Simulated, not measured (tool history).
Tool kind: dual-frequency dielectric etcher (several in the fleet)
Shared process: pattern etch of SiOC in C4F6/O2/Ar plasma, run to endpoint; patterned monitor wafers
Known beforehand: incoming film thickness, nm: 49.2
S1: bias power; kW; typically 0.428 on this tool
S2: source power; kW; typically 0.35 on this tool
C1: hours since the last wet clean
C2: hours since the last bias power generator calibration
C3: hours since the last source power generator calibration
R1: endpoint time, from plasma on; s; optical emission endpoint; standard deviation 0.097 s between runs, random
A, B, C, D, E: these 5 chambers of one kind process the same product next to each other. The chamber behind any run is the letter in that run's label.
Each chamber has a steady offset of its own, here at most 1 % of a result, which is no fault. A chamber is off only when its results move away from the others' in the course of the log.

run	hour	S1	S2	C1	C2	C3	R1
1A	4.6	0.428	0.35	129.2	2049.7	2974.5	18.186
2D	7.7	0.428	0.35	88.6	1898.2	1288.6	18.608
3C	13.5	0.428	0.35	89.6	4689.9	610.6	18.314
4E	17.9	0.428	0.35	356	1577.4	511.4	18.384
# hour 18.7: chamber E: wet clean of the chamber
5B	23.2	0.494	0.35	409.9	3038.7	854.7	17.48
6D	29.3	0.494	0.35	110.2	1919.8	1310.2	17.662
7A	32.1	0.494	0.35	156.7	2077.2	3002	17.44
8E	37.5	0.494	0.35	18.8	1597	531	17.451
9B	43.5	0.494	0.35	430.2	3059	875	17.548
10C	47.9	0.482	0.35	124	4724.3	645	17.741
11B	54	0.482	0.35	440.7	3069.5	885.5	17.533
12C	59.7	0.482	0.35	135.8	4736.1	656.8	17.48
13E	65.6	0.482	0.35	46.9	1625.1	559.1	17.618
14A	71.1	0.482	0.35	195.7	2116.2	3041	17.435
15D	74.7	0.512	0.43	155.6	1965.2	1355.6	16.15
16C	79.2	0.512	0.43	155.3	4755.6	676.3	15.97
17A	83.7	0.512	0.43	208.3	2128.8	3053.6	15.944
18E	87.3	0.512	0.43	68.6	1646.8	580.8	15.895
19B	93.1	0.512	0.43	479.8	3108.6	924.6	16.071
20D	97.5	0.428	0.35	178.4	1988	1378.4	18.612
21C	101.7	0.428	0.35	177.8	4778.1	698.8	18.374
22B	105	0.428	0.35	491.7	3120.5	936.5	18.312
23A	110.9	0.428	0.35	235.5	2156	3080.8	18.328
24E	114.1	0.428	0.35	95.4	1673.6	607.6	18.357
25D	120	0.428	0.35	200.9	2010.5	1400.9	18.593
26B	123	0.428	0.35	509.7	3138.5	954.5	18.387
27E	128.7	0.428	0.35	110	1688.2	622.2	18.437
28C	133.7	0.428	0.35	209.8	4810.1	730.8	18.485
29D	137	0.428	0.35	217.9	2027.5	1417.9	18.4
30A	140.4	0.428	0.35	265	2185.5	3110.3	18.299
31E	144.4	0.428	0.35	125.7	1703.9	637.9	18.487
32C	149.7	0.428	0.35	225.8	4826.1	746.8	18.445
33A	152.6	0.467	0.35	277.2	2197.7	3122.5	17.663
34B	155.9	0.467	0.35	542.6	3171.4	987.4	17.845
35D	160.9	0.467	0.35	241.8	2051.4	1441.8	17.988
36A	164.8	0.467	0.35	289.4	2209.9	3134.7	17.78
37D	168.9	0.467	0.35	249.8	2059.4	1449.8	17.862

Each of the 5 chambers runs these same settings next. Fill in every chamber's results:
38A	173.3	0.428	0.35				?
38B	173.3	0.428	0.35				?
38C	173.3	0.428	0.35				?
38D	173.3	0.428	0.35				?
38E	173.3	0.428	0.35				?

run	R1
38A	18.309
38B	18.339
38C	18.456
38D	18.412
38E	18.332
